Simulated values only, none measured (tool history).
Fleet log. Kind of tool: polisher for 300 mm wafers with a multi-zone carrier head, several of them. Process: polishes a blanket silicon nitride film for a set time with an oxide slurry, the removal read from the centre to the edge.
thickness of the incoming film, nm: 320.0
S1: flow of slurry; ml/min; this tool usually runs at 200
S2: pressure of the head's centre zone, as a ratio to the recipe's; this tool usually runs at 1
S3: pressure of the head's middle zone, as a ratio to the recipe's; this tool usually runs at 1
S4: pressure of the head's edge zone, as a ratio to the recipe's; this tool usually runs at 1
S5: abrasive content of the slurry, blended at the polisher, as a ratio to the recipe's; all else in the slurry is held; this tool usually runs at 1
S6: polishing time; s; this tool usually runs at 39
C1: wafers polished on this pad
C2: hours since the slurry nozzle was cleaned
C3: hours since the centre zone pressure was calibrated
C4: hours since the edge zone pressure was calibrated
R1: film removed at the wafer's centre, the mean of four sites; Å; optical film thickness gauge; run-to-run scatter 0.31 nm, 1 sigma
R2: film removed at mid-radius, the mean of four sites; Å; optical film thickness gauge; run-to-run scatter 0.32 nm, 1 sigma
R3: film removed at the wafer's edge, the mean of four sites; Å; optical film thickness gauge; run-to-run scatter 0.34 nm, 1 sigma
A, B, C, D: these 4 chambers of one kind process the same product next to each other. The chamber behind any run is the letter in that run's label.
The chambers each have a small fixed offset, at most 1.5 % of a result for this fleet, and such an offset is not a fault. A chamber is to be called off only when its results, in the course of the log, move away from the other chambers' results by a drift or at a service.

-- hour=3.5 chamber B: worn pad replaced by a new one
-- hour=4.1 chamber C: worn pad replaced by a new one
-- hour=4.3 chamber D: worn pad replaced by a new one
-- hour=10.9 chamber A: worn pad replaced by a new one
run 1A hour=12.4 | S1=200 S2=1 S3=1 S4=1 S5=1 S6=39 | C1=22 C2=280.3 C3=509.1 C4=569.3 | R1=286.32 R2=281.92 R3=285.89
run 2D hour=20.6 | S1=200 S2=1 S3=1 S4=1 S5=1 S6=39 | C1=242 C2=80.8 C3=331.4 C4=613.8 | R1=284.29 R2=289.95 R3=280.62
run 3B hour=31.6 | S1=200 S2=1 S3=1 S4=1 S5=1 S6=39 | C1=417 C2=116.9 C3=217.8 C4=435.8 | R1=287.36 R2=282.83 R3=288.23
-- hour=41.4 chamber A: slurry nozzle cleaned
-- hour=44.6 chamber A: edge zone pressure recalibrated
run 4C hour=45.9 | S1=200 S2=1 S3=1 S4=1 S5=1 S6=39 | C1=620 C2=184.2 C3=170.8 C4=337 | R1=287.27 R2=284.89 R3=281.72
run 5B hour=62.1 | S1=200 S2=1 S3=1 S4=1 S5=1 S6=39 | C1=869 C2=147.4 C3=248.3 C4=466.3 | R1=284.28 R2=287.3 R3=289.43
run 6D hour=72.3 | S1=200 S2=1 S3=1 S4=1 S5=1 S6=39 | C1=1008 C2=132.5 C3=383.1 C4=665.5 | R1=277.06 R2=291.54 R3=285.35
-- hour=76.8 chamber C: worn pad replaced by a new one
-- hour=77.2 chamber D: worn pad replaced by a new one
-- hour=79.8 chamber B: worn pad replaced by a new one
run 7A hour=81.1 | S1=200 S2=1 S3=1 S4=1 S5=1 S6=39 | C1=1041 C2=39.8 C3=577.8 C4=36.6 | R1=282.66 R2=281.19 R3=289.25
-- hour=82.3 chamber A: worn pad replaced by a new one
run 8C hour=92.8 | S1=200 S2=1 S3=1 S4=1 S5=1 S6=50 | C1=238 C2=231.1 C3=217.7 C4=383.9 | R1=368.61 R2=361.94 R3=374.17
run 9B hour=106 | S1=200 S2=1 S3=1 S4=1 S5=1 S6=50 | C1=389 C2=191.3 C3=292.2 C4=510.2 | R1=371.12 R2=369.49 R3=367.47
run 10C hour=120 | S1=200 S2=1 S3=1 S4=1 S5=1 S6=50 | C1=641 C2=258.3 C3=244.9 C4=411.1 | R1=369.61 R2=362.9 R3=360.79
-- hour=122.4 chamber D: edge zone pressure recalibrated
-- hour=130.7 chamber A: centre zone pressure recalibrated
-- hour=133.2 chamber C: worn pad replaced by a new one
run 11D hour=133.6 | S1=200 S2=1 S3=1 S4=1 S5=1 S6=50 | C1=836 C2=193.8 C3=444.4 C4=11.3 | R1=367.8 R2=368.06 R3=366.21
-- hour=141.7 chamber A: worn pad replaced by a new one
run 12A hour=147.1 | S1=200 S2=1 S3=1 S4=1 S5=1 S6=39 | C1=81 C2=105.8 C3=16.5 C4=102.6 | R1=287.59 R2=285.3 R3=292.74
run 13A hour=155.3 | S1=200 S2=1 S3=0.93 S4=1 S5=1 S6=39 | C1=202 C2=114 C3=24.7 C4=110.8 | R1=278.24 R2=265.17 R3=289.43
-- hour=156.9 chamber D: worn pad replaced by a new one
-- hour=162.5 chamber B: centre zone pressure recalibrated
-- hour=165.3 chamber B: worn pad replaced by a new one
run 14D hour=169.9 | S1=200 S2=1 S3=0.93 S4=1 S5=1 S6=39 | C1=193 C2=230.1 C3=480.7 C4=47.6 | R1=283.36 R2=267.57 R3=290.35
run 15C hour=181.1 | S1=200 S2=1 S3=0.93 S4=1 S5=1 S6=39 | C1=711 C2=319.4 C3=306 C4=472.2 | R1=292.98 R2=263.94 R3=287.38
-- hour=196.4 chamber C: worn pad replaced by a new one
run 16B hour=196.5 | S1=200 S2=1 S3=0.93 S4=1 S5=1 S6=39 | C1=463 C2=281.8 C3=34 C4=600.7 | R1=289.18 R2=269.7 R3=290.22
-- hour=197.6 chamber A: worn pad replaced by a new one
run 17C hour=208.7 | S1=200 S2=1 S3=1 S4=1 S5=1 S6=39 | C1=182 C2=347 C3=333.6 C4=499.8 | R1=304.09 R2=283.16 R3=289.05
run 18A hour=217.3 | S1=200 S2=1 S3=1 S4=1 S5=1 S6=39 | C1=293 C2=176 C3=86.7 C4=172.8 | R1=286.06 R2=281.68 R3=286.85
run 19B hour=226.7 | S1=200 S2=1 S3=1 S4=1 S5=1 S6=39 | C1=910 C2=312 C3=64.2 C4=630.9 | R1=290.38 R2=285.97 R3=281.47
-- hour=231.5 chamber B: worn pad replaced by a new one
run 20D hour=235.4 | S1=200 S2=1 S3=1 S4=1 S5=1 S6=39 | C1=1164 C2=295.6 C3=546.2 C4=113.1 | R1=283.61 R2=283.85 R3=278.72
-- hour=239.4 chamber D: worn pad replaced by a new one
run 21A hour=251 | S1=200 S2=1 S3=1 S4=1 S5=1 S6=39 | C1=792 C2=209.7 C3=120.4 C4=206.5 | R1=284.23 R2=284.29 R3=284.8
-- hour=252.8 chamber C: worn pad replaced by a new one
run 22D hour=265.5 | S1=200 S2=1 S3=1 S4=1 S5=1 S6=39 | C1=387 C2=325.7 C3=576.3 C4=143.2 | R1=286.87 R2=283.5 R3=282.22
run 23B hour=276.8 | S1=200 S2=1 S3=1 S4=1 S5=1 S6=39 | C1=672 C2=362.1 C3=114.3 C4=681 | R1=289.92 R2=283.72 R3=289.49
run 24C hour=284 | S1=260 S2=1.07 S3=1 S4=1 S5=1 S6=39 | C1=462 C2=422.3 C3=408.9 C4=575.1 | R1=336.05 R2=293.77 R3=294.32
run 25C hour=293.2 | S1=260 S2=1.07 S3=1 S4=1 S5=1 S6=39 | C1=598 C2=431.5 C3=418.1 C4=584.3 | R1=346.08 R2=291.78 R3=291.09
run 26D hour=304.1 | S1=260 S2=1.07 S3=1 S4=1 S5=1 S6=39 | C1=959 C2=364.3 C3=614.9 C4=181.8 | R1=319.37 R2=297.38 R3=290.05
-- hour=312.8 chamber B: worn pad replaced by a new one
run 27B hour=317.5 | S1=260 S2=1.07 S3=1 S4=1 S5=1 S6=39 | C1=70 C2=402.8 C3=155 C4=721.7 | R1=317.59 R2=296.46 R3=288.98

Each of the 4 chambers runs these same settings next. Fill in every chamber's results:
run 28A hour=329.4 | S1=145 S2=1 S3=1 S4=1 S5=1 S6=39 | R1=? R2=? R3=?
run 28B hour=329.4 | S1=145 S2=1 S3=1 S4=1 S5=1 S6=39 | R1=? R2=? R3=?
run 28C hour=329.4 | S1=145 S2=1 S3=1 S4=1 S5=1 S6=39 | R1=? R2=? R3=?
run 28D hour=329.4 | S1=145 S2=1 S3=1 S4=1 S5=1 S6=39 | R1=? R2=? R3=?

run=28A R1=267.49 R2=266.78 R3=273.47
run=28B R1=269.52 R2=266.44 R3=280.1
run=28C R1=294 R2=271.17 R3=274.22
run=28D R1=272.41 R2=270.8 R3=270.12
